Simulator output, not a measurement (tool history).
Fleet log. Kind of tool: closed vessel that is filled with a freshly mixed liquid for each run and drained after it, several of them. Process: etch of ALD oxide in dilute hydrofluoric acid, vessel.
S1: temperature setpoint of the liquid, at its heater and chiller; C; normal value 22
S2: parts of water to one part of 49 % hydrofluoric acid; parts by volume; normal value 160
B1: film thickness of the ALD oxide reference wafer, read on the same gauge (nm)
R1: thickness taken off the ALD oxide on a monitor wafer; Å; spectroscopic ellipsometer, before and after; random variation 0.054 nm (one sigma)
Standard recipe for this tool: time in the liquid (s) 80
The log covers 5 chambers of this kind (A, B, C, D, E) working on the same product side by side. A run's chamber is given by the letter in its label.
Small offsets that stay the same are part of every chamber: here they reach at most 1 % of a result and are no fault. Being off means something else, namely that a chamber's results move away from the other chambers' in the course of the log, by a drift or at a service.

{"run": "1E", "hour": 8.2, "S1": 22, "S2": 160, "time in the liquid (s)": 80, "B1": 59.996, "R1": 60.431}
{"run": "2A", "hour": 14.5, "S1": 22, "S2": 160, "time in the liquid (s)": 80, "B1": 60.004, "R1": 59.531}
{"run": "3D", "hour": 19.1, "S1": 22, "S2": 160, "time in the liquid (s)": 80, "B1": 59.985, "R1": 59.879}
{"run": "4C", "hour": 23.7, "S1": 22, "S2": 160, "time in the liquid (s)": 80, "B1": 60.03, "R1": 59.167}
{"run": "5B", "hour": 32.7, "S1": 22, "S2": 160, "time in the liquid (s)": 80, "B1": 59.992, "R1": 59.288}
{"run": "6E", "hour": 38.1, "S1": 22, "S2": 160, "time in the liquid (s)": 80, "B1": 59.99, "R1": 59.987}
{"run": "7C", "hour": 42.4, "S1": 22, "S2": 160, "time in the liquid (s)": 80, "B1": 60.006, "R1": 60.014}
{"run": "8A", "hour": 48.6, "S1": 22, "S2": 160, "time in the liquid (s)": 80, "B1": 60.026, "R1": 59.261}
{"run": "9B", "hour": 55.6, "S1": 22, "S2": 160, "time in the liquid (s)": 80, "B1": 60.009, "R1": 59.939}
{"run": "10D", "hour": 59.8, "S1": 22, "S2": 160, "time in the liquid (s)": 80, "B1": 59.993, "R1": 60.028}
{"run": "11C", "hour": 69.2, "S1": 22, "S2": 160, "time in the liquid (s)": 80, "B1": 60.002, "R1": 60.642}
{"run": "12D", "hour": 74.1, "S1": 22, "S2": 160, "time in the liquid (s)": 80, "B1": 59.985, "R1": 60.2}
{"run": "13A", "hour": 81.0, "S1": 22, "S2": 160, "time in the liquid (s)": 80, "B1": 60.011, "R1": 60.417}
{"run": "14E", "hour": 86.2, "S1": 22, "S2": 160, "time in the liquid (s)": 80, "B1": 60.007, "R1": 59.234}
{"run": "15B", "hour": 91.8, "S1": 22, "S2": 160, "time in the liquid (s)": 80, "B1": 59.986, "R1": 59.909}
{"run": "16B", "hour": 99.2, "S1": 22, "S2": 160, "time in the liquid (s)": 80, "B1": 59.983, "R1": 59.783}
{"run": "17E", "hour": 105.0, "S1": 22, "S2": 160, "time in the liquid (s)": 80, "B1": 59.978, "R1": 59.352}
{"run": "18D", "hour": 112.9, "S1": 22, "S2": 160, "time in the liquid (s)": 80, "B1": 60.022, "R1": 59.767}
{"hour": 113.0, "done": "chamber C: hydrofluoric acid flow meter replaced"}
{"run": "19C", "hour": 117.9, "S1": 22, "S2": 160, "time in the liquid (s)": 80, "B1": 60.009, "R1": 59.373}
{"run": "20A", "hour": 126.9, "S1": 22, "S2": 160, "time in the liquid (s)": 80, "B1": 60.014, "R1": 60.99}
{"run": "21D", "hour": 132.0, "S1": 22, "S2": 160, "time in the liquid (s)": 100, "B1": 60.001, "R1": 74.687}
{"run": "22B", "hour": 139.3, "S1": 22, "S2": 160, "time in the liquid (s)": 100, "B1": 60.001, "R1": 74.559}
{"run": "23E", "hour": 146.5, "S1": 22, "S2": 160, "time in the liquid (s)": 100, "B1": 59.988, "R1": 75.189}
{"run": "24C", "hour": 151.1, "S1": 22, "S2": 160, "time in the liquid (s)": 100, "B1": 59.995, "R1": 74.394}
{"hour": 158.9, "done": "chamber D: hydrofluoric acid flow meter replaced"}
{"run": "25A", "hour": 159.0, "S1": 22, "S2": 160, "time in the liquid (s)": 100, "B1": 59.987, "R1": 78.952}
{"run": "26E", "hour": 166.6, "S1": 22, "S2": 160, "time in the liquid (s)": 80, "B1": 59.985, "R1": 61.103}
{"run": "27D", "hour": 171.0, "S1": 22, "S2": 135, "time in the liquid (s)": 80, "B1": 59.993, "R1": 73.381}
{"run": "28A", "hour": 179.4, "S1": 22, "S2": 135, "time in the liquid (s)": 80, "B1": 59.988, "R1": 76.366}
{"run": "29C", "hour": 184.4, "S1": 22, "S2": 135, "time in the liquid (s)": 80, "B1": 59.983, "R1": 72.337}
{"run": "30B", "hour": 191.7, "S1": 22, "S2": 135, "time in the liquid (s)": 80, "B1": 59.993, "R1": 72.908}
{"run": "31E", "hour": 197.2, "S1": 22, "S2": 135, "time in the liquid (s)": 80, "B1": 60.002, "R1": 73.474}

For the next run the whole fleet of 5 chambers uses the same settings. Give each chamber's results:
{"run": "32A", "hour": 204.1, "S1": 22, "S2": 160, "time in the liquid (s)": 80, "R1": "?"}
{"run": "32B", "hour": 204.1, "S1": 22, "S2": 160, "time in the liquid (s)": 80, "R1": "?"}
{"run": "32C", "hour": 204.1, "S1": 22, "S2": 160, "time in the liquid (s)": 80, "R1": "?"}
{"run": "32D", "hour": 204.1, "S1": 22, "S2": 160, "time in the liquid (s)": 80, "R1": "?"}
{"run": "32E", "hour": 204.1, "S1": 22, "S2": 160, "time in the liquid (s)": 80, "R1": "?"}

run=32A R1=65.252
run=32B R1=59.437
run=32C R1=59.604
run=32D R1=59.745
run=32E R1=60.524
